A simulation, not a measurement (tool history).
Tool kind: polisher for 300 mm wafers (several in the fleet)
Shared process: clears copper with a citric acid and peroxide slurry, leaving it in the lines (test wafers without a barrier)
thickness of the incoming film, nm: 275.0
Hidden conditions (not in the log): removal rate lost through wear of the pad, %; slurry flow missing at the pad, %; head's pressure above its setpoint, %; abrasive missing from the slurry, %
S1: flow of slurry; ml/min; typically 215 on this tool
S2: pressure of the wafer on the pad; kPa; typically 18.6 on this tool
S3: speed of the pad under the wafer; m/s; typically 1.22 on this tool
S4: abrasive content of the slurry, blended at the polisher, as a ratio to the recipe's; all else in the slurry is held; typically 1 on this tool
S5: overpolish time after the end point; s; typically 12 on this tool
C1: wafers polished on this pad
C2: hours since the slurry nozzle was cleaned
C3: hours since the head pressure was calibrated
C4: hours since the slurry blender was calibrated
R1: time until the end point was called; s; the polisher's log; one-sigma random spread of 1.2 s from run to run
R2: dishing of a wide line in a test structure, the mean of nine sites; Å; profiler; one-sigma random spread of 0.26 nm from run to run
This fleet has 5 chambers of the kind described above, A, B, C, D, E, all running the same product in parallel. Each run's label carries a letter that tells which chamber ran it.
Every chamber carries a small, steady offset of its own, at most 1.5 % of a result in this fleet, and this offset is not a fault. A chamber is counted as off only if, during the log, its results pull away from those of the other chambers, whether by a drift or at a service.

run,day,S1,S2,S3,S4,S5,C1,C2,C3,C4,R1,R2
# day 0.062: chamber C: slurry nozzle cleaned
1B,0.425,215,18.6,1.22,1,12,1144,528.7,201.6,139.9,115.58,208.09
2E,0.712,215,18.6,1.22,1,12,866,370.4,236,225.1,113.64,208.29
# day 0.933: chamber D: worn pad replaced by a new one
3A,1.054,215,18.6,1.22,1,12,187,609.1,467.1,133.7,113.11,211.54
# day 1.304: chamber C: worn pad replaced by a new one
# day 1.508: chamber B: worn pad replaced by a new one
4D,1.558,215,18.6,1.22,1,12,96,331.4,888.2,149.2,115.31,207.94
5C,1.954,215,18.6,1.22,1,12,99,45.5,51.8,247.9,115.41,201.21
# day 2.129: chamber C: slurry blender recalibrated
6C,2.342,215,18.6,1.22,1,12,159,54.8,61.1,5.1,115.93,206.26
# day 2.4: chamber E: slurry nozzle cleaned
7A,2.85,215,18.6,1.22,1.1,9,463,652.2,510.2,176.8,111.46,165.3
# day 2.912: chamber A: worn pad replaced by a new one
8B,3.354,215,18.6,1.22,1.1,9,284,599,271.9,210.2,112.71,165.35
# day 3.562: chamber E: worn pad replaced by a new one
9D,3.596,215,18.6,1.22,1.1,9,409,380.3,937.1,198.1,111.1,162
10E,4.05,215,18.6,1.22,1.1,9,75,39.6,316.1,305.2,114.43,161.35
11E,4.312,215,18.6,1.22,1.1,9,115,45.9,322.4,311.5,112.67,163.16
# day 4.458: chamber A: slurry blender recalibrated
12C,4.788,215,18.6,1.22,1,12,535,113.5,119.8,63.8,115.88,205.96
# day 5.125: chamber A: slurry nozzle cleaned
13D,5.267,215,18.6,1.04,1,12,665,420.4,977.2,238.2,132.84,182.17
# day 5.529: chamber D: slurry blender recalibrated
14A,5.671,215,18.6,1.04,1,12,424,13.1,577.9,29.2,134.78,179.99
15B,6.021,215,18.6,1.04,1,12,693,663,335.9,274.2,135.12,181.79
16B,6.512,215,18.6,1.04,1,12,769,674.8,347.7,286,134.7,179.49
# day 6.804: chamber E: head pressure recalibrated
17C,6.821,215,18.6,1.04,1,12,847,162.3,168.6,112.6,134.17,176.84
# day 6.846: chamber A: worn pad replaced by a new one
18D,7.188,215,18.6,1.22,1,12,960,466.5,1023.3,39.8,114.89,201.67
# day 7.254: chamber B: slurry nozzle cleaned
19E,7.538,215,18.6,1.22,1,12,611,123.3,17.7,388.9,114.04,208.4
# day 7.738: chamber E: slurry blender recalibrated
# day 7.883: chamber D: head pressure recalibrated
20A,7.954,215,22.8,1.22,1,12,170,67.9,632.7,84,93.117,248.57
# day 8.162: chamber C: worn pad replaced by a new one
21B,8.425,215,22.8,1.22,1,12,1062,28.2,393.6,331.9,94.346,245.65
# day 8.767: chamber D: worn pad replaced by a new one
22E,8.875,215,22.8,1.22,1,12,816,155.4,49.8,27.3,94.434,254.6
23C,9.312,215,22.8,1.22,1,12,176,222.1,228.4,172.4,93.577,252.53
# day 9.392: chamber B: head pressure recalibrated
# day 9.55: chamber B: worn pad replaced by a new one
24A,9.671,215,22.8,1.22,1,12,434,109.1,673.9,125.2,92.088,254.9
25D,9.938,215,12.4,1.22,1,8,180,532.5,49.3,105.8,155.47,104.43
26B,10.358,215,12.4,1.22,1,8,124,74.6,23.2,378.3,169.54,100.32
27A,10.638,215,12.4,1.22,1,8,582,132.3,697.1,148.4,172.53,100.69
28E,10.892,215,12.4,1.22,1,8,1126,203.8,98.2,75.7,172.59,99.034
# day 10.908: chamber A: worn pad replaced by a new one
29C,11.254,215,12.4,1.22,1,8,475,268.7,275,219,175.11,95.731
30D,11.583,215,18.6,1.22,1,12,433,572,88.8,145.3,105.2,227.54
# day 11.621: chamber E: worn pad replaced by a new one
31E,11.821,215,18.6,0.88,1.1,12,30,226.1,120.5,98,157.33,160.8
32C,12.3,215,18.6,0.88,1.1,12,635,293.8,300.1,244.1,155.48,156.76
33D,12.538,215,18.6,0.88,1.1,12,579,594.9,111.7,168.2,142.86,170.74
34A,12.825,215,18.6,0.88,1.1,12,294,184.8,749.6,200.9,156.14,163.1

Each of the 5 chambers runs these same settings next. Fill in every chamber's results:
35A,13.192,215,20.7,1.22,1,12,,,,,?,?
35B,13.192,215,20.7,1.22,1,12,,,,,?,?
35C,13.192,215,20.7,1.22,1,12,,,,,?,?
35D,13.192,215,20.7,1.22,1,12,,,,,?,?
35E,13.192,215,20.7,1.22,1,12,,,,,?,?

run,R1,R2
35A,103.27,233.65
35B,104.43,225.14
35C,104.4,227.36
35D,97.126,244.03
35E,104.19,230.69
